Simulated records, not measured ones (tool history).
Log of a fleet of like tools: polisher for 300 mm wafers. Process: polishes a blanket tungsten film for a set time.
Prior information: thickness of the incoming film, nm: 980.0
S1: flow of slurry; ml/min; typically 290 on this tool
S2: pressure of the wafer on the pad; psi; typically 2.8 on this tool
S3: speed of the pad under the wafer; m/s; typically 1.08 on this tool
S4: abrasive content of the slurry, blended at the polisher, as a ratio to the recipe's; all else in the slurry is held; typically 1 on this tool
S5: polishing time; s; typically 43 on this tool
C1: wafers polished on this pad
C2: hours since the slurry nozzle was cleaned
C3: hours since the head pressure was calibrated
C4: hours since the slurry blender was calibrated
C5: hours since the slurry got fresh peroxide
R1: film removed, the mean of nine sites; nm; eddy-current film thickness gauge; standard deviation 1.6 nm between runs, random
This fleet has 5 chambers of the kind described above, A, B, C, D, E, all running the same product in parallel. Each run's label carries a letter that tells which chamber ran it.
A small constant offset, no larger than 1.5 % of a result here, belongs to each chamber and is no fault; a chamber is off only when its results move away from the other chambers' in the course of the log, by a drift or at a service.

| run | day | S1 | S2 | S3 | S4 | S5 | C1 | C2 | C3 | C4 | C5 | R1 |
|---|---|---|---|---|---|---|---|---|---|---|---|---|
| 1D | 0.271 | 290 | 2.8 | 1.08 | 1 | 43 | 725 | 141.0 | 101.8 | 78.4 | 22.1 | 193.04 |
|  | 0.321 | chamber E: worn pad replaced by a new one |
|  | 0.504 | chamber C: worn pad replaced by a new one |
|  | 0.512 | chamber A: slurry blender recalibrated |
| 2B | 0.567 | 290 | 2.8 | 1.08 | 1 | 43 | 1215 | 239.1 | 446.7 | 278.9 | 54.4 | 191.77 |
| 3A | 0.717 | 290 | 2.8 | 1.08 | 1 | 43 | 1207 | 157.7 | 368.2 | 5.0 | 64.5 | 190.64 |
|  | 0.812 | chamber A: slurry tank refilled with fresh slurry and peroxide |
|  | 0.854 | chamber B: worn pad replaced by a new one |
|  | 0.975 | chamber B: slurry tank refilled with fresh slurry and peroxide |
| 4E | 0.975 | 290 | 2.8 | 1.08 | 1 | 43 | 158 | 353.8 | 270.8 | 296.7 | 54.0 | 189.06 |
|  | 0.983 | chamber B: head pressure recalibrated |
| 5C | 1.312 | 290 | 2.8 | 1.08 | 1 | 43 | 195 | 103.7 | 488.2 | 283.8 | 38.3 | 191.17 |
| 6D | 1.546 | 290 | 2.8 | 1.08 | 1 | 52 | 1034 | 171.6 | 132.4 | 109.0 | 52.7 | 231.87 |
|  | 1.617 | chamber C: head pressure recalibrated |
|  | 1.617 | chamber C: slurry tank refilled with fresh slurry and peroxide |
| 7E | 1.704 | 290 | 2.8 | 1.08 | 1 | 52 | 334 | 371.3 | 288.3 | 314.2 | 71.5 | 228.10 |
|  | 1.842 | chamber A: worn pad replaced by a new one |
| 8C | 1.862 | 290 | 2.8 | 1.08 | 1 | 52 | 328 | 116.9 | 6.0 | 297.0 | 5.9 | 231.13 |
| 9B | 2.104 | 290 | 2.8 | 1.08 | 1 | 52 | 302 | 276.0 | 27.0 | 315.8 | 27.2 | 232.94 |
| 10A | 2.446 | 290 | 2.8 | 1.08 | 1 | 52 | 146 | 199.2 | 409.7 | 46.5 | 39.2 | 227.72 |
|  | 2.450 | chamber B: slurry blender recalibrated |
| 11E | 2.708 | 290 | 2.8 | 1.08 | 1 | 43 | 577 | 395.4 | 312.4 | 338.3 | 95.6 | 193.51 |
| 12D | 2.871 | 290 | 2.8 | 1.08 | 1 | 43 | 1354 | 203.4 | 164.2 | 140.8 | 84.5 | 193.21 |
| 13C | 3.021 | 290 | 2.8 | 1.08 | 1 | 43 | 608 | 144.7 | 33.8 | 324.8 | 33.7 | 192.23 |
|  | 3.042 | chamber A: slurry tank refilled with fresh slurry and peroxide |
|  | 3.042 | chamber C: worn pad replaced by a new one |
|  | 3.142 | chamber C: slurry tank refilled with fresh slurry and peroxide |
| 14B | 3.188 | 290 | 2.8 | 1.08 | 1 | 43 | 564 | 302.0 | 53.0 | 17.7 | 53.2 | 191.77 |
|  | 3.208 | chamber D: slurry tank refilled with fresh slurry and peroxide |
| 15A | 3.462 | 290 | 2.8 | 1.08 | 1 | 43 | 391 | 223.6 | 434.1 | 70.9 | 10.1 | 188.76 |
|  | 3.562 | chamber E: slurry blender recalibrated |
|  | 3.729 | chamber B: slurry tank refilled with fresh slurry and peroxide |
| 16E | 3.754 | 290 | 2.8 | 1.08 | 1 | 43 | 830 | 420.5 | 337.5 | 4.7 | 120.7 | 188.67 |
| 17D | 4.075 | 290 | 2.8 | 1.08 | 1 | 43 | 1645 | 232.3 | 193.1 | 169.7 | 20.8 | 188.06 |
| 18B | 4.238 | 290 | 2.8 | 1.08 | 1 | 43 | 818 | 327.2 | 78.2 | 42.9 | 12.3 | 192.24 |
|  | 4.533 | chamber E: worn pad replaced by a new one |
| 19A | 4.575 | 290 | 2.8 | 1.08 | 1 | 43 | 660 | 250.3 | 460.8 | 97.6 | 36.8 | 191.14 |
| 20C | 4.846 | 290 | 2.8 | 1.08 | 1 | 43 | 436 | 188.5 | 77.6 | 368.6 | 40.9 | 190.79 |
| 21B | 5.012 | 290 | 2.8 | 1.08 | 1 | 43 | 1005 | 345.8 | 96.8 | 61.5 | 30.9 | 191.96 |
|  | 5.138 | chamber C: slurry tank refilled with fresh slurry and peroxide |
| 22D | 5.179 | 290 | 2.8 | 1.08 | 1 | 43 | 1912 | 258.8 | 219.6 | 196.2 | 47.3 | 186.99 |
| 23C | 5.429 | 290 | 2.8 | 1.08 | 1 | 43 | 577 | 202.5 | 91.6 | 382.6 | 7.1 | 190.89 |
|  | 5.612 | chamber A: slurry tank refilled with fresh slurry and peroxide |
|  | 5.667 | chamber B: worn pad replaced by a new one |
| 24A | 5.762 | 290 | 2.8 | 1.08 | 1 | 43 | 947 | 278.8 | 489.3 | 126.1 | 3.7 | 187.82 |
| 25E | 6.058 | 290 | 2.8 | 1.08 | 1 | 43 | 369 | 475.8 | 392.8 | 60.0 | 176.0 | 188.47 |
|  | 6.088 | chamber C: worn pad replaced by a new one |
| 26E | 6.333 | 290 | 2.8 | 1.08 | 1 | 43 | 436 | 482.4 | 399.4 | 66.6 | 182.6 | 190.11 |
|  | 6.421 | chamber E: slurry tank refilled with fresh slurry and peroxide |
|  | 6.558 | chamber D: slurry tank refilled with fresh slurry and peroxide |
| 27B | 6.633 | 290 | 2.8 | 1.08 | 1 | 43 | 234 | 384.7 | 135.7 | 100.4 | 69.8 | 192.13 |
| 28A | 6.825 | 290 | 2.8 | 1.08 | 1 | 43 | 1204 | 304.3 | 514.8 | 151.6 | 29.2 | 189.53 |
|  | 6.988 | chamber C: slurry tank refilled with fresh slurry and peroxide |
| 29C | 7.083 | 290 | 2.8 | 1.08 | 1 | 43 | 241 | 242.2 | 131.3 | 422.3 | 2.3 | 190.82 |
| 30D | 7.325 | 290 | 2.8 | 1.08 | 1 | 43 | 2431 | 310.3 | 271.1 | 247.7 | 18.4 | 179.52 |
| 31A | 7.604 | 290 | 2.8 | 1.08 | 1 | 43 | 1393 | 323.0 | 533.5 | 170.3 | 47.9 | 192.20 |
|  | 7.617 | chamber C: slurry blender recalibrated |
|  | 7.688 | chamber D: slurry blender recalibrated |
| 32E | 7.767 | 290 | 2.8 | 1.08 | 1 | 43 | 782 | 516.8 | 433.8 | 101.0 | 32.3 | 186.27 |
| 33D | 7.975 | 290 | 2.8 | 1.08 | 1 | 43 | 2588 | 325.9 | 286.7 | 6.9 | 34.0 | 174.37 |
| 34C | 8.142 | 290 | 2.8 | 1.08 | 1 | 43 | 497 | 267.6 | 156.7 | 12.7 | 27.7 | 192.38 |

Is one chamber out of step, is the gauge drifting, or do the chambers differ by no more than their own small offsets? For an off chamber, give its letter and the likeliest cause.

Little by little, chamber D moves away from the other chambers.
What lies behind it: removal rate lost through wear of the pad, % = 9.58.
It could be hard to tell apart here from: head's pressure below its setpoint, %.

Which of the 4 candidates below, each the usual settings with something changed and its results left as question marks, puts chamber D back in line with what the other chambers give on the usual settings?
A result is in line if it is within this distance of the other chambers' mean on the usual settings: R1 5.50 nm
| 35D-1 | 8.383 | 290 | 3.1 | 1.08 | 1 | 43 |  |  |  |  |  | ? |
| 35D-2 | 8.383 | 290 | 2.8 | 1.20 | 1 | 47 |  |  |  |  |  | ? |
| 35D-3 | 8.383 | 285 | 2.3 | 1.08 | 1 | 43 |  |  |  |  |  | ? |
| 35D-4 | 8.383 | 290 | 2.8 | 1.08 | 1 | 39 |  |  |  |  |  | ? |

On the usual settings, the other chambers give on average: R1 190.81 nm
| run | R1 |
|---|---|
| 35D-1 | 192.48 |
| 35D-2 | 210.91 |
| 35D-3 | 141.91 |
| 35D-4 | 157.45 |
The answer is 35D-1, which returns the chamber to within the allowed miss of the others.

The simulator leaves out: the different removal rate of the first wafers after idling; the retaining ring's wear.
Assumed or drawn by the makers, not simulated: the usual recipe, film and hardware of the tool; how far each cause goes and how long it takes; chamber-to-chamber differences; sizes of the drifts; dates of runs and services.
